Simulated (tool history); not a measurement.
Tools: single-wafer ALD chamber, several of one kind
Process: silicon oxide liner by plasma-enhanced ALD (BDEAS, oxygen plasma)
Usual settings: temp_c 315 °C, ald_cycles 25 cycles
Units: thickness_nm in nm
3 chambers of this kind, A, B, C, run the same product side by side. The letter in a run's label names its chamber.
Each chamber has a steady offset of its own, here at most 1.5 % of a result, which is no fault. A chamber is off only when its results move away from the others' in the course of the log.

run   hour  temp_c  ald_cycles  read-back reference wafer on the same gauge, thickness_nm  thickness_nm
 1B    4.9     315          25                                                       2.09        2.2774
 2A    9.5     315          25                                                     2.0893        2.2818
 3C   12.9     315          25                                                     2.0895        2.3003
 4B   16.4     315          25                                                     2.0912        2.2818
 5A     21     315          25                                                     2.0903        2.2873
      24.1  -- chamber C: thermocouple changed; heater temperature recalibrated
 6C   25.1     315          25                                                     2.0903         2.303
 7B   27.9     315          25                                                     2.0898        2.2771
 8A   33.3     315          25                                                     2.0891        2.2917
 9C   36.2     315          25                                                     2.0894         2.301
10A     41     315          25                                                     2.0894        2.3008
11C   44.8     315          25                                                     2.0901        2.2999
12B   49.6     315          25                                                     2.0902        2.2753
13A   52.4     315          25                                                     2.0895        2.2868
14C     56     315          25                                                     2.0902        2.3051
15B   59.7     315          25                                                     2.0914         2.281
16A   62.1     315          25                                                     2.0899        2.3028
17C   66.8     315          25                                                     2.0899        2.3099
18B     70     315          25                                                     2.0914        2.2746
19B   74.5     315          25                                                     2.0901        2.2809
20A   78.8     315          25                                                     2.0896        2.2944
21C     83     315          25                                                     2.0906        2.3008
22C   86.6     315          25                                                     2.0897        2.2984
23A   89.9     315          25                                                     2.0902        2.2851
24B   93.8     315          25                                                     2.0909        2.2697
25A   96.8     315          25                                                     2.0896        2.2854
26C  100.1     330          22                                                     2.0894         1.978
27B  104.4     330          22                                                     2.0888        1.9578
28C  108.8     330          22                                                     2.0907        1.9849
29A  113.6     315          25                                                     2.0904        2.2917
30B  118.3     315          25                                                       2.09        2.2773
31C  122.8     315          25                                                     2.0896         2.304
32A  126.5     315          27                                                     2.0889        2.4681
33B    131     315          27                                                       2.09        2.4668
34C  133.3     315          27                                                     2.0903        2.4827
35A    136     315          25                                                     2.0893        2.2963

All 3 chambers run these settings next. Forecast each chamber's results:
36A  139.9     329          25                                                                        ?
36B  139.9     329          25                                                                        ?
36C  139.9     329          25                                                                        ?

run  thickness_nm
36A        2.2535
36B        2.2221
36C        2.2575
